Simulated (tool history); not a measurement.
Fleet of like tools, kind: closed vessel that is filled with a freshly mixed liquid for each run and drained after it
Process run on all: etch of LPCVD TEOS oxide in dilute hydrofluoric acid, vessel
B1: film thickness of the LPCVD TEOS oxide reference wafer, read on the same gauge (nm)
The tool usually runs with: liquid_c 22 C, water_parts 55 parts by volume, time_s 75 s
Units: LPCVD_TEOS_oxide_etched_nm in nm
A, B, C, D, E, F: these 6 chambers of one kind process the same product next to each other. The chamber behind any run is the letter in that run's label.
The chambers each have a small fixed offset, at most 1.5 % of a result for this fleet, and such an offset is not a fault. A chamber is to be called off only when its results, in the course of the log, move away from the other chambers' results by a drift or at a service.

{"run": "1C", "hour": 5.4, "liquid_c": 22, "water_parts": 55, "time_s": 75, "B1": 129.99, "LPCVD_TEOS_oxide_etched_nm": 43.569}
{"run": "2A", "hour": 13.5, "liquid_c": 22, "water_parts": 55, "time_s": 75, "B1": 129.97, "LPCVD_TEOS_oxide_etched_nm": 43.994}
{"run": "3F", "hour": 20.0, "liquid_c": 22, "water_parts": 55, "time_s": 75, "B1": 130.02, "LPCVD_TEOS_oxide_etched_nm": 44.664}
{"run": "4E", "hour": 27.3, "liquid_c": 22, "water_parts": 55, "time_s": 75, "B1": 129.98, "LPCVD_TEOS_oxide_etched_nm": 44.152}
{"run": "5B", "hour": 36.8, "liquid_c": 22, "water_parts": 55, "time_s": 75, "B1": 130.02, "LPCVD_TEOS_oxide_etched_nm": 43.217}
{"run": "6D", "hour": 46.1, "liquid_c": 22, "water_parts": 55, "time_s": 75, "B1": 130.06, "LPCVD_TEOS_oxide_etched_nm": 44.511}
{"run": "7A", "hour": 51.7, "liquid_c": 22, "water_parts": 55, "time_s": 75, "B1": 130.03, "LPCVD_TEOS_oxide_etched_nm": 43.935}
{"run": "8D", "hour": 56.8, "liquid_c": 22, "water_parts": 30, "time_s": 35, "B1": 129.96, "LPCVD_TEOS_oxide_etched_nm": 39.768}
{"run": "9B", "hour": 66.4, "liquid_c": 22, "water_parts": 30, "time_s": 35, "B1": 129.95, "LPCVD_TEOS_oxide_etched_nm": 39.508}
{"run": "10C", "hour": 74.6, "liquid_c": 22, "water_parts": 30, "time_s": 35, "B1": 130.0, "LPCVD_TEOS_oxide_etched_nm": 39.353}
{"run": "11E", "hour": 82.5, "liquid_c": 22, "water_parts": 30, "time_s": 35, "B1": 129.99, "LPCVD_TEOS_oxide_etched_nm": 38.321}
{"run": "12F", "hour": 91.2, "liquid_c": 22, "water_parts": 30, "time_s": 35, "B1": 129.94, "LPCVD_TEOS_oxide_etched_nm": 39.496}
{"run": "13B", "hour": 98.4, "liquid_c": 22, "water_parts": 30, "time_s": 35, "B1": 129.96, "LPCVD_TEOS_oxide_etched_nm": 38.604}
{"run": "14A", "hour": 108.1, "liquid_c": 22, "water_parts": 55, "time_s": 75, "B1": 129.98, "LPCVD_TEOS_oxide_etched_nm": 43.902}
{"run": "15D", "hour": 117.2, "liquid_c": 22, "water_parts": 55, "time_s": 75, "B1": 130.04, "LPCVD_TEOS_oxide_etched_nm": 44.382}
{"run": "16E", "hour": 123.5, "liquid_c": 22, "water_parts": 55, "time_s": 75, "B1": 129.96, "LPCVD_TEOS_oxide_etched_nm": 45.287}
{"run": "17C", "hour": 130.3, "liquid_c": 22, "water_parts": 55, "time_s": 75, "B1": 130.0, "LPCVD_TEOS_oxide_etched_nm": 43.952}
{"run": "18F", "hour": 137.3, "liquid_c": 22, "water_parts": 55, "time_s": 75, "B1": 130.01, "LPCVD_TEOS_oxide_etched_nm": 44.596}
{"run": "19F", "hour": 146.5, "liquid_c": 22, "water_parts": 55, "time_s": 75, "B1": 129.96, "LPCVD_TEOS_oxide_etched_nm": 45.057}
{"run": "20E", "hour": 152.0, "liquid_c": 22, "water_parts": 55, "time_s": 75, "B1": 130.01, "LPCVD_TEOS_oxide_etched_nm": 45.229}
{"run": "21A", "hour": 158.0, "liquid_c": 22, "water_parts": 55, "time_s": 75, "B1": 129.95, "LPCVD_TEOS_oxide_etched_nm": 43.626}
{"run": "22B", "hour": 166.3, "liquid_c": 22, "water_parts": 55, "time_s": 75, "B1": 129.99, "LPCVD_TEOS_oxide_etched_nm": 43.863}
{"run": "23D", "hour": 173.4, "liquid_c": 22, "water_parts": 55, "time_s": 75, "B1": 130.02, "LPCVD_TEOS_oxide_etched_nm": 44.365}
{"run": "24C", "hour": 180.3, "liquid_c": 22, "water_parts": 55, "time_s": 75, "B1": 130.0, "LPCVD_TEOS_oxide_etched_nm": 43.812}
{"hour": 186.2, "done": "chamber C: thermometer replaced"}
{"run": "25D", "hour": 186.4, "liquid_c": 22, "water_parts": 55, "time_s": 75, "B1": 130.01, "LPCVD_TEOS_oxide_etched_nm": 44.497}
{"run": "26A", "hour": 194.7, "liquid_c": 22, "water_parts": 55, "time_s": 75, "B1": 130.03, "LPCVD_TEOS_oxide_etched_nm": 44.617}
{"run": "27E", "hour": 199.8, "liquid_c": 22, "water_parts": 55, "time_s": 75, "B1": 130.02, "LPCVD_TEOS_oxide_etched_nm": 46.063}
{"run": "28B", "hour": 208.0, "liquid_c": 22, "water_parts": 55, "time_s": 75, "B1": 129.97, "LPCVD_TEOS_oxide_etched_nm": 43.636}
{"run": "29C", "hour": 216.7, "liquid_c": 22, "water_parts": 55, "time_s": 75, "B1": 130.01, "LPCVD_TEOS_oxide_etched_nm": 44.738}
{"run": "30F", "hour": 221.7, "liquid_c": 22, "water_parts": 55, "time_s": 75, "B1": 129.98, "LPCVD_TEOS_oxide_etched_nm": 44.125}
{"run": "31A", "hour": 227.4, "liquid_c": 22, "water_parts": 55, "time_s": 75, "B1": 129.99, "LPCVD_TEOS_oxide_etched_nm": 43.694}
{"run": "32B", "hour": 232.0, "liquid_c": 22, "water_parts": 55, "time_s": 75, "B1": 130.0, "LPCVD_TEOS_oxide_etched_nm": 43.941}
{"run": "33E", "hour": 241.4, "liquid_c": 22, "water_parts": 55, "time_s": 75, "B1": 129.98, "LPCVD_TEOS_oxide_etched_nm": 47.454}
{"run": "34C", "hour": 246.6, "liquid_c": 22, "water_parts": 55, "time_s": 75, "B1": 130.03, "LPCVD_TEOS_oxide_etched_nm": 44.349}
{"run": "35D", "hour": 255.9, "liquid_c": 22, "water_parts": 55, "time_s": 75, "B1": 130.0, "LPCVD_TEOS_oxide_etched_nm": 44.834}
{"run": "36F", "hour": 264.5, "liquid_c": 19, "water_parts": 55, "time_s": 60, "B1": 130.01, "LPCVD_TEOS_oxide_etched_nm": 31.578}

For the next run the whole fleet of 6 chambers uses the same settings. Give each chamber's results:
{"run": "37A", "hour": 271.5, "liquid_c": 22, "water_parts": 55, "time_s": 75, "LPCVD_TEOS_oxide_etched_nm": "?"}
{"run": "37B", "hour": 271.5, "liquid_c": 22, "water_parts": 55, "time_s": 75, "LPCVD_TEOS_oxide_etched_nm": "?"}
{"run": "37C", "hour": 271.5, "liquid_c": 22, "water_parts": 55, "time_s": 75, "LPCVD_TEOS_oxide_etched_nm": "?"}
{"run": "37D", "hour": 271.5, "liquid_c": 22, "water_parts": 55, "time_s": 75, "LPCVD_TEOS_oxide_etched_nm": "?"}
{"run": "37E", "hour": 271.5, "liquid_c": 22, "water_parts": 55, "time_s": 75, "LPCVD_TEOS_oxide_etched_nm": "?"}
{"run": "37F", "hour": 271.5, "liquid_c": 22, "water_parts": 55, "time_s": 75, "LPCVD_TEOS_oxide_etched_nm": "?"}

run=37A LPCVD_TEOS_oxide_etched_nm=44.136
run=37B LPCVD_TEOS_oxide_etched_nm=44.006
run=37C LPCVD_TEOS_oxide_etched_nm=43.893
run=37D LPCVD_TEOS_oxide_etched_nm=43.966
run=37E LPCVD_TEOS_oxide_etched_nm=48.410
run=37F LPCVD_TEOS_oxide_etched_nm=44.604
